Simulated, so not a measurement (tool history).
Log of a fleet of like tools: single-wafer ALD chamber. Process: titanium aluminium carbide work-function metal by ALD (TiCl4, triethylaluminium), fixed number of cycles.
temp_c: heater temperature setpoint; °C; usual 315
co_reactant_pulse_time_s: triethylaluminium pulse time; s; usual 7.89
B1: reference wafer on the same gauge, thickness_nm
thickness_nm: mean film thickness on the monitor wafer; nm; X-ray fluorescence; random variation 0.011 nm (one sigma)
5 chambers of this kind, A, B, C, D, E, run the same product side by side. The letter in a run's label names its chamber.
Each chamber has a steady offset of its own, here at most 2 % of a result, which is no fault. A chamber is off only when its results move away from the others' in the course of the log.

Run 1A, hour 11.9: usual settings; B1 1.9304. Result: thickness_nm 2.089 nm.
Run 2C, hour 18.9: usual settings; B1 1.9296. Result: thickness_nm 2.0217 nm.
Run 3D, hour 25.4: usual settings; B1 1.932. Result: thickness_nm 2.0775 nm.
Run 4E, hour 39.2: usual settings; B1 1.9292. Result: thickness_nm 2.0894 nm.
Run 5B, hour 46.3: usual settings; B1 1.9295. Result: thickness_nm 2.0768 nm.
Run 6B, hour 58.5: usual settings; B1 1.929. Result: thickness_nm 2.0605 nm.
Run 7A, hour 68.2: usual settings; B1 1.9298. Result: thickness_nm 2.0713 nm.
Run 8E, hour 81.7: usual settings but temp_c 325 °C, co_reactant_pulse_time_s 5.22 s; B1 1.9296. Result: thickness_nm 1.8978 nm.
Run 9D, hour 89.3: usual settings but temp_c 325 °C, co_reactant_pulse_time_s 5.22 s; B1 1.9276. Result: thickness_nm 1.9185 nm.
Run 10C, hour 97: usual settings but temp_c 325 °C, co_reactant_pulse_time_s 5.22 s; B1 1.9343. Result: thickness_nm 1.8984 nm.
Run 11C, hour 106.2: usual settings but temp_c 325 °C, co_reactant_pulse_time_s 5.22 s; B1 1.9303. Result: thickness_nm 1.8975 nm.
Run 12D, hour 114.3: usual settings but temp_c 325 °C, co_reactant_pulse_time_s 5.22 s; B1 1.9331. Result: thickness_nm 1.9341 nm.
Run 13A, hour 120.4: usual settings but co_reactant_pulse_time_s 10.58 s; B1 1.9291. Result: thickness_nm 2.1873 nm.
Run 14E, hour 130: usual settings but co_reactant_pulse_time_s 10.58 s; B1 1.9307. Result: thickness_nm 2.1397 nm.
Run 15B, hour 140: usual settings but co_reactant_pulse_time_s 10.58 s; B1 1.929. Result: thickness_nm 2.1478 nm.
At hour 148.8: chamber A: triethylaluminium bottle replaced.
Run 16B, hour 151.3: usual settings but co_reactant_pulse_time_s 10.58 s; B1 1.9295. Result: thickness_nm 2.1268 nm.
Run 17A, hour 162.9: usual settings but co_reactant_pulse_time_s 10.58 s; B1 1.9326. Result: thickness_nm 2.166 nm.
Run 18C, hour 172.5: usual settings; B1 1.9288. Result: thickness_nm 2.0229 nm.
Run 19E, hour 179.8: usual settings; B1 1.9271. Result: thickness_nm 2.0721 nm.
Run 20D, hour 191.4: usual settings; B1 1.9301. Result: thickness_nm 2.0827 nm.
Run 21E, hour 199.9: usual settings; B1 1.9303. Result: thickness_nm 2.0653 nm.
Run 22C, hour 212.4: usual settings; B1 1.9283. Result: thickness_nm 2.0499 nm.
Run 23B, hour 222.6: usual settings but temp_c 325 °C, co_reactant_pulse_time_s 10.19 s; B1 1.9303. Result: thickness_nm 2.2341 nm.
Run 24A, hour 229.6: usual settings but temp_c 325 °C, co_reactant_pulse_time_s 10.19 s; B1 1.931. Result: thickness_nm 2.2674 nm.
Run 25D, hour 239.6: usual settings but temp_c 325 °C, co_reactant_pulse_time_s 10.19 s; B1 1.9308. Result: thickness_nm 2.2385 nm.
Run 26E, hour 251.5: usual settings but temp_c 325 °C, co_reactant_pulse_time_s 10.19 s; B1 1.9311. Result: thickness_nm 2.2433 nm.
At hour 257.1: chamber A: thermocouple changed; heater temperature recalibrated.
Run 27D, hour 264.9: usual settings but temp_c 325 °C, co_reactant_pulse_time_s 10.19 s; B1 1.9299. Result: thickness_nm 2.2424 nm.
Run 28C, hour 278: usual settings; B1 1.9316. Result: thickness_nm 2.0247 nm.
Run 29B, hour 290.8: usual settings; B1 1.9316. Result: thickness_nm 2.064 nm.
Run 30A, hour 297.5: usual settings; B1 1.9322. Result: thickness_nm 2.0767 nm.
Run 31C, hour 305: usual settings; B1 1.9294. Result: thickness_nm 2.0522 nm.
Run 32D, hour 318.4: usual settings; B1 1.9296. Result: thickness_nm 2.0641 nm.
Run 33B, hour 328.7: usual settings but temp_c 325 °C; B1 1.9311. Result: thickness_nm 2.1504 nm.
Run 34A, hour 337.2: usual settings but temp_c 325 °C; B1 1.9299. Result: thickness_nm 2.1976 nm.
Run 35E, hour 346.9: usual settings but temp_c 325 °C; B1 1.9301. Result: thickness_nm 2.1706 nm.
Run 36A, hour 357.4: usual settings but temp_c 325 °C; B1 1.9286. Result: thickness_nm 2.1644 nm.
Run 37B, hour 367.6: usual settings but temp_c 325 °C; B1 1.9305. Result: thickness_nm 2.147 nm.
Run 38D, hour 381.3: usual settings; B1 1.9298. Result: thickness_nm 2.0972 nm.
Run 39C, hour 389.1: usual settings; B1 1.9318. Result: thickness_nm 2.0254 nm.
Run 40E, hour 398.2: usual settings; B1 1.93. Result: thickness_nm 2.0643 nm.
Run 41B, hour 407.3: usual settings; B1 1.9316. Result: thickness_nm 2.0612 nm.
Run 42E, hour 415.3: usual settings; B1 1.9285. Result: thickness_nm 2.0803 nm.
Run 43A, hour 423: usual settings but co_reactant_pulse_time_s 10.48 s; B1 1.9321. Result: thickness_nm 2.1589 nm.

Next, every chamber runs the same settings. What will each give?
Run 44A, hour 432.8: usual settings. Result: thickness_nm ?.
Run 44B, hour 432.8: usual settings. Result: thickness_nm ?.
Run 44C, hour 432.8: usual settings. Result: thickness_nm ?.
Run 44D, hour 432.8: usual settings. Result: thickness_nm ?.
Run 44E, hour 432.8: usual settings. Result: thickness_nm ?.

run  thickness_nm
44A        2.0799
44B        2.0608
44C        2.0407
44D         2.088
44E        2.0672
